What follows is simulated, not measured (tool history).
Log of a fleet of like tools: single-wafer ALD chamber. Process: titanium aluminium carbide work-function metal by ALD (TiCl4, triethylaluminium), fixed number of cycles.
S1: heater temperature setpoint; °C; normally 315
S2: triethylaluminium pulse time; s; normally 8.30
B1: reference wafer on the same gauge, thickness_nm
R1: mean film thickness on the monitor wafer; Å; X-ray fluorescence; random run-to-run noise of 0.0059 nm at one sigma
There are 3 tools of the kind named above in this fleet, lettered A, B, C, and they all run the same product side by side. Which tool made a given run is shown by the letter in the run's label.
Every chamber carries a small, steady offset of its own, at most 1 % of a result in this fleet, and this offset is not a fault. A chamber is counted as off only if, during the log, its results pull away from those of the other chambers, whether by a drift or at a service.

run 1A hour=8.0 | S1=315 S2=8.30 | B1=2.1509 | R1=20.770
run 2C hour=15.9 | S1=315 S2=8.30 | B1=2.1497 | R1=20.859
run 3B hour=20.0 | S1=315 S2=8.30 | B1=2.1481 | R1=20.577
run 4B hour=25.3 | S1=315 S2=8.30 | B1=2.1493 | R1=20.575
run 5C hour=29.8 | S1=315 S2=8.30 | B1=2.1512 | R1=20.908
run 6A hour=36.8 | S1=315 S2=8.30 | B1=2.1496 | R1=20.697
run 7B hour=42.9 | S1=315 S2=8.30 | B1=2.1492 | R1=20.541
run 8A hour=51.7 | S1=315 S2=8.30 | B1=2.1496 | R1=20.719
run 9C hour=57.4 | S1=315 S2=8.30 | B1=2.1508 | R1=20.790
run 10A hour=65.0 | S1=309 S2=11.44 | B1=2.1492 | R1=21.070
run 11B hour=73.1 | S1=309 S2=11.44 | B1=2.1495 | R1=20.844
run 12C hour=78.2 | S1=309 S2=11.44 | B1=2.1500 | R1=21.153
-- hour=80.0 chamber B: thermocouple changed; heater temperature recalibrated
run 13A hour=84.4 | S1=315 S2=8.30 | B1=2.1507 | R1=20.769
run 14C hour=90.7 | S1=315 S2=8.30 | B1=2.1492 | R1=20.885
run 15B hour=96.0 | S1=315 S2=8.30 | B1=2.1486 | R1=20.193
run 16C hour=103.1 | S1=315 S2=8.30 | B1=2.1501 | R1=20.883
run 17A hour=108.2 | S1=315 S2=8.30 | B1=2.1501 | R1=20.712
run 18B hour=112.9 | S1=315 S2=8.30 | B1=2.1513 | R1=20.157
run 19C hour=119.3 | S1=315 S2=8.30 | B1=2.1507 | R1=20.967
run 20A hour=125.5 | S1=315 S2=8.30 | B1=2.1504 | R1=20.769
run 21B hour=133.3 | S1=315 S2=8.30 | B1=2.1490 | R1=20.177
run 22C hour=139.2 | S1=315 S2=8.30 | B1=2.1498 | R1=20.930
run 23A hour=145.9 | S1=315 S2=7.27 | B1=2.1496 | R1=20.196
run 24B hour=153.6 | S1=315 S2=7.27 | B1=2.1491 | R1=19.762
run 25A hour=161.7 | S1=315 S2=7.27 | B1=2.1484 | R1=20.127
run 26C hour=166.4 | S1=315 S2=8.30 | B1=2.1509 | R1=20.897
run 27B hour=174.2 | S1=315 S2=8.30 | B1=2.1501 | R1=20.138
run 28A hour=179.1 | S1=315 S2=8.30 | B1=2.1498 | R1=20.723
run 29C hour=184.1 | S1=315 S2=8.30 | B1=2.1506 | R1=20.825
run 30B hour=188.6 | S1=315 S2=8.30 | B1=2.1497 | R1=20.069
run 31C hour=195.2 | S1=315 S2=8.30 | B1=2.1498 | R1=20.951
run 32A hour=202.5 | S1=315 S2=8.30 | B1=2.1514 | R1=20.807
run 33B hour=210.5 | S1=315 S2=8.30 | B1=2.1493 | R1=20.048
run 34A hour=216.5 | S1=315 S2=8.30 | B1=2.1501 | R1=20.711
run 35C hour=221.2 | S1=315 S2=8.30 | B1=2.1503 | R1=20.808
run 36B hour=228.0 | S1=315 S2=8.30 | B1=2.1492 | R1=20.096
run 37B hour=233.5 | S1=315 S2=8.30 | B1=2.1507 | R1=20.131
run 38A hour=237.4 | S1=315 S2=8.30 | B1=2.1512 | R1=20.740
run 39C hour=242.3 | S1=315 S2=8.30 | B1=2.1487 | R1=20.796
run 40B hour=249.8 | S1=315 S2=8.30 | B1=2.1507 | R1=20.133

Is one chamber out of step, is the gauge drifting, or do the chambers differ by no more than their own small offsets? For an off chamber, give its letter and the likeliest cause.

After it was serviced, chamber B no longer matches the other chambers.
Likeliest cause: wafer temperature below the value expected at the setpoint (K) = 5.86.

Here are 4 candidates for chamber B's next run, each the usual settings with a change, their results left as question marks. Which one brings its results back in line with what the others give on the usual settings?
Maximum distance from the other chambers' mean on the usual settings for a result to count as in line: R1 0.210 Å
run 41B-1 hour=256.2 | S1=323 S2=10.20 | R1=?
run 41B-2 hour=256.2 | S1=309 S2=6.85 | R1=?
run 41B-3 hour=256.2 | S1=315 S2=10.22 | R1=?
run 41B-4 hour=256.2 | S1=312 S2=7.47 | R1=?

The mean the other chambers reach with the usual settings: R1 20.799 Å
run=41B-1 R1=21.413
run=41B-2 R1=18.892
run=41B-3 R1=20.717
run=41B-4 R1=19.501
Change 41B-3 lands the chamber within the allowed miss of the other chambers.

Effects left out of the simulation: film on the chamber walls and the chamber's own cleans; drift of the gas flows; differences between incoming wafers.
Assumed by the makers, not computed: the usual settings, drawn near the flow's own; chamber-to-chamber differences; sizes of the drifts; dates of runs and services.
